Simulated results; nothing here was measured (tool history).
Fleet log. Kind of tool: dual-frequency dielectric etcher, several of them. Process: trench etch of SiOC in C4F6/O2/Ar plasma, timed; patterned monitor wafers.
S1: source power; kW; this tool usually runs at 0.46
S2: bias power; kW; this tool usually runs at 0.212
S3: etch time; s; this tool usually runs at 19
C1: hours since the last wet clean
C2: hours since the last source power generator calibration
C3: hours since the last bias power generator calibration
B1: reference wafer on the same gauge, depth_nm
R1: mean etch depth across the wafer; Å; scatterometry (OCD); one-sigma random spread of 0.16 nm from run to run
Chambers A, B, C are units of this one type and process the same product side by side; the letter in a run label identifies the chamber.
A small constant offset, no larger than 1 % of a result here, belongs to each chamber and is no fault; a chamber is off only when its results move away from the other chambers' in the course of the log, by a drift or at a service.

{"run": "1A", "hour": 4.6, "S1": 0.46, "S2": 0.212, "S3": 19, "C1": 186.3, "C2": 170.7, "C3": 288.4, "B1": 37.523, "R1": 439.67}
{"run": "2C", "hour": 8.2, "S1": 0.46, "S2": 0.212, "S3": 19, "C1": 86.3, "C2": 2114, "C3": 2275.8, "B1": 37.511, "R1": 433.88}
{"run": "3B", "hour": 10.2, "S1": 0.46, "S2": 0.212, "S3": 19, "C1": 91.2, "C2": 1594.5, "C3": 1099.7, "B1": 37.509, "R1": 438.52}
{"run": "4C", "hour": 13.4, "S1": 0.46, "S2": 0.212, "S3": 19, "C1": 91.5, "C2": 2119.2, "C3": 2281, "B1": 37.534, "R1": 439.5}
{"run": "5B", "hour": 17.8, "S1": 0.46, "S2": 0.212, "S3": 19, "C1": 98.8, "C2": 1602.1, "C3": 1107.3, "B1": 37.492, "R1": 437.85}
{"run": "6A", "hour": 21.1, "S1": 0.46, "S2": 0.212, "S3": 19, "C1": 202.8, "C2": 187.2, "C3": 304.9, "B1": 37.481, "R1": 438.72}
{"run": "7B", "hour": 24.1, "S1": 0.46, "S2": 0.212, "S3": 19, "C1": 105.1, "C2": 1608.4, "C3": 1113.6, "B1": 37.494, "R1": 438.44}
{"run": "8C", "hour": 26.4, "S1": 0.46, "S2": 0.212, "S3": 19, "C1": 104.5, "C2": 2132.2, "C3": 2294, "B1": 37.532, "R1": 437.71}
{"run": "9A", "hour": 28.5, "S1": 0.46, "S2": 0.212, "S3": 19, "C1": 210.2, "C2": 194.6, "C3": 312.3, "B1": 37.509, "R1": 440.66}
{"run": "10B", "hour": 31.0, "S1": 0.46, "S2": 0.212, "S3": 19, "C1": 112, "C2": 1615.3, "C3": 1120.5, "B1": 37.507, "R1": 436.33}
{"run": "11C", "hour": 33.3, "S1": 0.46, "S2": 0.212, "S3": 19, "C1": 111.4, "C2": 2139.1, "C3": 2300.9, "B1": 37.519, "R1": 434.78}
{"run": "12A", "hour": 37.1, "S1": 0.46, "S2": 0.212, "S3": 19, "C1": 218.8, "C2": 203.2, "C3": 320.9, "B1": 37.512, "R1": 442.19}
{"run": "13C", "hour": 40.5, "S1": 0.46, "S2": 0.212, "S3": 19, "C1": 118.6, "C2": 2146.3, "C3": 2308.1, "B1": 37.547, "R1": 439.27}
{"run": "14A", "hour": 45.1, "S1": 0.46, "S2": 0.212, "S3": 19, "C1": 226.8, "C2": 211.2, "C3": 328.9, "B1": 37.484, "R1": 447.17}
{"run": "15B", "hour": 49.0, "S1": 0.46, "S2": 0.212, "S3": 19, "C1": 130, "C2": 1633.3, "C3": 1138.5, "B1": 37.475, "R1": 438.15}
{"run": "16B", "hour": 51.7, "S1": 0.46, "S2": 0.212, "S3": 19, "C1": 132.7, "C2": 1636, "C3": 1141.2, "B1": 37.485, "R1": 435.49}
{"run": "17A", "hour": 55.8, "S1": 0.46, "S2": 0.212, "S3": 19, "C1": 237.5, "C2": 221.9, "C3": 339.6, "B1": 37.521, "R1": 446.38}
{"run": "18C", "hour": 58.4, "S1": 0.46, "S2": 0.212, "S3": 19, "C1": 136.5, "C2": 2164.2, "C3": 2326, "B1": 37.483, "R1": 436.58}
{"run": "19A", "hour": 62.4, "S1": 0.46, "S2": 0.212, "S3": 19, "C1": 244.1, "C2": 228.5, "C3": 346.2, "B1": 37.487, "R1": 454.56}
{"run": "20C", "hour": 64.4, "S1": 0.46, "S2": 0.212, "S3": 19, "C1": 142.5, "C2": 2170.2, "C3": 2332, "B1": 37.496, "R1": 437.49}
{"run": "21B", "hour": 68.8, "S1": 0.46, "S2": 0.212, "S3": 19, "C1": 149.8, "C2": 1653.1, "C3": 1158.3, "B1": 37.508, "R1": 433.03}
{"run": "22B", "hour": 71.3, "S1": 0.46, "S2": 0.212, "S3": 19, "C1": 152.3, "C2": 1655.6, "C3": 1160.8, "B1": 37.494, "R1": 436.16}

Does one chamber stand apart from the rest, does the shared gauge drift, or is all well apart from small per-chamber offsets? Give the chamber and the most likely cause, where there is one.

It is chamber A that slowly wanders off from its peers.
Cause: etch rate over this chamber's usual, % = 3.81.

Chamber A could run next with any of the 4 candidate recipes listed below; each alters the usual settings, and their results appear as question marks. Which one brings its results back in line with what the other chambers deliver on the usual settings?
A result is in line if it is within this distance of the other chambers' mean on the usual settings: R1 5.4 Å
{"run": "23A-1", "hour": 74.6, "S1": 0.44, "S2": 0.205, "S3": 19, "R1": "?"}
{"run": "23A-2", "hour": 74.6, "S1": 0.41, "S2": 0.212, "S3": 19, "R1": "?"}
{"run": "23A-3", "hour": 74.6, "S1": 0.49, "S2": 0.212, "S3": 19, "R1": "?"}
{"run": "23A-4", "hour": 74.6, "S1": 0.46, "S2": 0.243, "S3": 19, "R1": "?"}

On the usual settings, the other chambers give on average: R1 436.58 Å
run=23A-1 R1=445.31
run=23A-2 R1=437.98
run=23A-3 R1=469.57
run=23A-4 R1=479.32
23A-2 brings the chamber back in line.

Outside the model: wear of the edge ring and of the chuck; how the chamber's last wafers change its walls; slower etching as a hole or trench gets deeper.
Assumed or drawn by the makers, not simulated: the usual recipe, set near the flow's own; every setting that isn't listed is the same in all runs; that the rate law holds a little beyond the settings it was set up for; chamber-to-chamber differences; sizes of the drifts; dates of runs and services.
